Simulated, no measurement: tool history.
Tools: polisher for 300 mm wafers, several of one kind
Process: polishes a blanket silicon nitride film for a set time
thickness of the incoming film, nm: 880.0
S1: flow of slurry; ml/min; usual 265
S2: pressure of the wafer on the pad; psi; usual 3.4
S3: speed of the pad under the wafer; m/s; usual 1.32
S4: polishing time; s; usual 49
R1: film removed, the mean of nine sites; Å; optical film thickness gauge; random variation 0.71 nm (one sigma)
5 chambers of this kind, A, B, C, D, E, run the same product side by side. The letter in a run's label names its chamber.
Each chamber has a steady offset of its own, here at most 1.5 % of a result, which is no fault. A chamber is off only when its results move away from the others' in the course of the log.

run   hour   S1   S2    S3  S4      R1
       4.8  -- chamber B: worn pad replaced by a new one
 1C    4.8  265  3.4  1.32  49  896.53
 2A   10.8  265  3.4  1.32  49  859.91
 3D   14.9  265  3.4  1.32  49  870.81
 4B   20.7  265  3.4  1.32  49  874.42
 5E     26  265  3.4  1.32  49  878.33
      30.9  -- chamber C: slurry nozzle cleaned
 6C   31.8  265  3.4  1.32  49  894.14
 7A     38  265  3.4  1.32  49  864.24
 8D   42.9  265  3.4  1.32  49     887
 9E     48  265  3.4  1.32  49  884.06
      50.2  -- chamber A: worn pad replaced by a new one
      51.2  -- chamber D: worn pad replaced by a new one
10B   53.3  265  3.4  1.32  49  875.64
      56.4  -- chamber C: worn pad replaced by a new one
11D   59.6  265  3.4  1.32  49  870.23
12C   62.6  265  3.4  1.32  49  895.54
13A   66.9  265  3.4  1.32  49  882.02
14E   72.4  345  3.4  1.74  49  1117.7
      74.4  -- chamber B: worn pad replaced by a new one
15B   75.7  345  3.4  1.74  49  1099.3
16E     81  345  3.4  1.74  49  1124.7
17B   85.7  345  3.4  1.74  49  1121.2
      86.6  -- chamber D: head pressure recalibrated
18C   90.2  345  3.4  1.74  49  1141.1
19A   95.6  265  3.4  1.32  49   878.9
      96.6  -- chamber E: head pressure recalibrated
20D    102  265  3.4  1.32  49  794.86
21E  108.2  265  3.4  1.32  49   884.6
22B  111.2  265  3.4  1.32  49  877.01
       115  -- chamber C: worn pad replaced by a new one
23D  115.5  265  3.4  1.32  49  778.85
24C  121.3  265  3.4  1.32  49  875.53
     123.5  -- chamber E: worn pad replaced by a new one
25A  125.7  265  3.4  1.32  49  866.28
     131.7  -- chamber D: worn pad replaced by a new one
     131.8  -- chamber B: worn pad replaced by a new one
26D  131.9  265  3.4  1.32  49  788.44
27C  137.9  265  3.4  1.32  49  893.19
     141.3  -- chamber A: slurry nozzle cleaned
28A  144.2  265  3.4  1.32  49   870.9
29E  147.8  265  2.3  1.32  63   759.6
30B  150.9  265  2.3  1.32  63  759.23
31A  155.4  265  2.3  1.32  63  765.78
32C  159.9  265  2.3  1.32  63  769.98
33E  165.4  265  2.3  1.32  63  755.26
34D  171.5  265  3.4  1.32  49  786.49
35B  175.3  265  3.4  1.32  49  871.75
     177.9  -- chamber C: worn pad replaced by a new one
36A  180.6  265  3.4  1.32  49  870.18
37E  186.8  265  3.4  1.32  49  894.05
38C  191.8  265  3.4  1.32  49  886.32

Next, every chamber runs the same settings. What will each give?
39A  196.5  265  3.4  1.48  49   ?
39B  196.5  265  3.4  1.48  49   ?
39C  196.5  265  3.4  1.48  49   ?
39D  196.5  265  3.4  1.48  49   ?
39E  196.5  265  3.4  1.48  49   ?

run      R1
39A  952.35
39B  961.98
39C  961.15
39D  859.27
39E  979.83
